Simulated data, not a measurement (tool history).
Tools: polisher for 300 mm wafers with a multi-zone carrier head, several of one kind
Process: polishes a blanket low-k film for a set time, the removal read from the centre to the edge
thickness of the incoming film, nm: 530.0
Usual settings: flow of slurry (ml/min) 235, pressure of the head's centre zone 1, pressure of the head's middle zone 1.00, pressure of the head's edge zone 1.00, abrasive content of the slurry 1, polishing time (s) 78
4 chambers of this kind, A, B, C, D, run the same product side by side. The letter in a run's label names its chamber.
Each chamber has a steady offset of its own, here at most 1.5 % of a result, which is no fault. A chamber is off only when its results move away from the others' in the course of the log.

run,hour,flow of slurry (ml/min),pressure of the head's centre zone,pressure of the head's middle zone,pressure of the head's edge zone,abrasive content of the slurry,polishing time (s),wafers polished on this pad,hours since the slurry nozzle was cleaned,hours since the centre zone pressure was calibrated,hours since the edge zone pressure was calibrated,film removed at the wafer's centre (Å),film removed at mid-radius (Å),film removed at the wafer's edge (Å)
1D,7.5,235,1,1.00,1.00,1,78,943,312.6,943.6,908.3,406.44,413.26,407.69
# hour 12.9: chamber C: worn pad replaced by a new one
# hour 14.7: chamber B: centre zone pressure recalibrated
# hour 18.2: chamber D: edge zone pressure recalibrated
2C,19.3,235,1,1.00,1.00,1,78,79,202.4,911.2,582.5,410.81,411.72,405.37
3B,31.4,235,1,1.00,1.00,1,78,530,372.1,16.7,169.4,405.72,416.83,415.18
4A,43.8,235,1,1.00,1.00,1,78,869,476.3,539.2,405.2,407.74,409.56,411.63
# hour 44.0: chamber D: worn pad replaced by a new one
# hour 51.5: chamber A: worn pad replaced by a new one
5C,52.9,235,1,1.00,1.00,1,78,495,236.0,944.8,616.1,414.30,408.73,411.03
6B,62.8,235,1,1.00,1.00,1,78,918,403.5,48.1,200.8,406.41,414.72,410.13
7D,72.6,235,1,1.00,1.00,1,78,354,377.7,1008.7,54.5,410.61,414.90,403.59
# hour 79.1: chamber B: worn pad replaced by a new one
# hour 81.5: chamber A: edge zone pressure recalibrated
8A,86.6,235,1,1.00,1.00,1,78,434,519.1,582.0,5.1,401.98,417.97,417.40
# hour 98.1: chamber A: centre zone pressure recalibrated
9A,98.3,235,1,1.00,1.00,1,78,579,530.8,0.2,16.8,410.49,400.84,411.13
10B,109.2,235,1,1.00,1.00,1,78,372,449.9,94.5,247.2,407.95,412.52,410.95
# hour 110.1: chamber C: centre zone pressure recalibrated
# hour 114.2: chamber C: worn pad replaced by a new one
11C,116.5,235,1,1.00,1.00,1,78,29,299.6,6.4,679.7,410.97,409.82,413.62
12D,128.0,235,1,1.00,1.00,1,78,1039,433.1,1064.1,109.9,415.78,410.97,402.92
13D,143.1,235,1,1.00,1.00,1,78,1225,448.2,1079.2,125.0,410.86,409.16,413.03
# hour 150.2: chamber D: centre zone pressure recalibrated
# hour 153.6: chamber A: worn pad replaced by a new one
14C,158.1,235,1,1.00,1.00,1,78,543,341.2,48.0,721.3,413.91,414.51,410.85
# hour 158.5: chamber D: worn pad replaced by a new one
# hour 168.4: chamber B: edge zone pressure recalibrated
# hour 171.1: chamber B: worn pad replaced by a new one
15A,174.1,235,1,1.00,1.00,1,78,254,606.6,76.0,92.6,409.79,407.73,408.17
16B,185.8,235,1,1.00,1.00,1,78,181,526.5,171.1,17.5,416.85,415.46,417.63
# hour 198.1: chamber C: slurry nozzle cleaned
17D,200.3,235,1,1.00,1.00,1,78,517,505.4,50.1,182.2,382.31,416.99,404.90
# hour 203.3: chamber C: worn pad replaced by a new one
18B,214.9,235,1,1.00,1.00,1,78,541,555.6,200.2,46.6,409.16,410.45,414.86
# hour 217.5: chamber A: slurry nozzle cleaned
19A,229.5,235,1,1.00,1.00,1,78,939,12.0,131.4,148.0,409.16,420.13,412.67
# hour 236.8: chamber A: worn pad replaced by a new one
20C,239.1,235,1,1.00,1.00,1,78,443,41.0,129.0,802.3,415.67,416.20,412.44
# hour 245.1: chamber D: slurry nozzle cleaned
# hour 253.6: chamber B: worn pad replaced by a new one
21C,253.7,165,1,1.00,1.00,1,89,624,55.6,143.6,816.9,437.99,450.56,449.47
# hour 254.0: chamber D: worn pad replaced by a new one
22B,264.0,165,1,1.00,1.00,1,89,129,604.7,249.3,95.7,437.17,449.38,459.15
23A,271.2,165,1,1.00,1.00,1,89,425,53.7,173.1,189.7,440.25,446.62,455.49
24D,284.7,165,1,1.00,1.00,1,89,380,39.6,134.5,266.6,408.99,445.01,451.73
25D,297.4,235,1,1.00,1.00,1,78,537,52.3,147.2,279.3,383.94,411.51,407.73
# hour 298.2: chamber B: slurry nozzle cleaned
# hour 305.2: chamber C: worn pad replaced by a new one
26A,312.9,260,1,1.00,1.00,1,78,940,95.4,214.8,231.4,413.16,412.41,419.65
# hour 325.5: chamber A: worn pad replaced by a new one
27C,328.7,260,1,1.00,1.00,1,78,291,130.6,218.6,891.9,417.43,416.41,410.34
28B,342.9,260,1,1.00,1.00,1,78,1104,44.8,328.2,174.6,416.12,420.18,414.71
29B,352.0,260,1,1.00,1.00,1,78,1217,53.9,337.3,183.7,410.60,415.05,416.94
# hour 358.9: chamber B: worn pad replaced by a new one
30A,367.5,235,1,1.00,1.00,1,78,520,150.0,269.4,286.0,408.37,410.40,408.92
# hour 368.9: chamber D: worn pad replaced by a new one
31D,384.0,235,1,1.00,1.00,1,78,187,138.9,233.8,365.9,386.34,412.29,411.15
# hour 392.5: chamber C: worn pad replaced by a new one
32C,398.6,235,1,1.00,1.00,1,78,75,200.5,288.5,961.8,415.12,411.41,417.43
33D,407.2,235,1,1.00,1.00,1,78,473,162.1,257.0,389.1,382.53,409.06,414.51
34C,417.2,235,1,1.05,1.00,1,59,305,219.1,307.1,980.4,312.41,324.77,311.73
35A,424.3,235,1,1.05,1.00,1,59,1222,206.8,326.2,342.8,308.43,322.57,310.91
# hour 427.4: chamber A: worn pad replaced by a new one
36B,433.3,235,1,1.05,1.00,1,59,919,135.2,418.6,265.0,310.21,326.07,318.20
37C,441.9,235,1,1.05,1.00,1,59,610,243.8,331.8,1005.1,313.36,329.22,305.45
38A,458.3,235,1,1.00,1.00,1,78,382,240.8,360.2,376.8,408.53,412.16,406.85

Is one chamber off against the others, does the gauge drift, or is nothing wrong? If a chamber is off, say which, and what the likeliest cause is.

A service left chamber D off against the others.
Cause: centre zone's pressure below its setpoint, % = 6.28.

Here are 4 candidates for chamber D's next run, each the usual settings with a change, their results left as question marks. Which one brings its results back in line with what the others give on the usual settings?
In line means no further than this from the other chambers' mean on the usual settings: film removed at the wafer's centre (Å) 10.00; film removed at mid-radius (Å) 14.00; film removed at the wafer's edge (Å) 14.00
39D-1,470.2,240,1.05,0.98,0.99,1,79,,,,,?,?,?
39D-2,470.2,240,1.09,0.97,0.98,1,80,,,,,?,?,?
39D-3,470.2,230,0.95,1.02,1.01,1,77,,,,,?,?,?
39D-4,470.2,230,0.91,1.03,1.02,1,76,,,,,?,?,?

The other chambers' mean on the usual settings: film removed at the wafer's centre (Å) 410.69; film removed at mid-radius (Å) 412.50; film removed at the wafer's edge (Å) 411.52
run,film removed at the wafer's centre (Å),film removed at mid-radius (Å),film removed at the wafer's edge (Å)
39D-1,406.47,410.57,413.19
39D-2,429.02,411.86,416.23
39D-3,352.30,412.97,405.23
39D-4,331.27,411.31,402.02
39D-1 brings the chamber back in line.

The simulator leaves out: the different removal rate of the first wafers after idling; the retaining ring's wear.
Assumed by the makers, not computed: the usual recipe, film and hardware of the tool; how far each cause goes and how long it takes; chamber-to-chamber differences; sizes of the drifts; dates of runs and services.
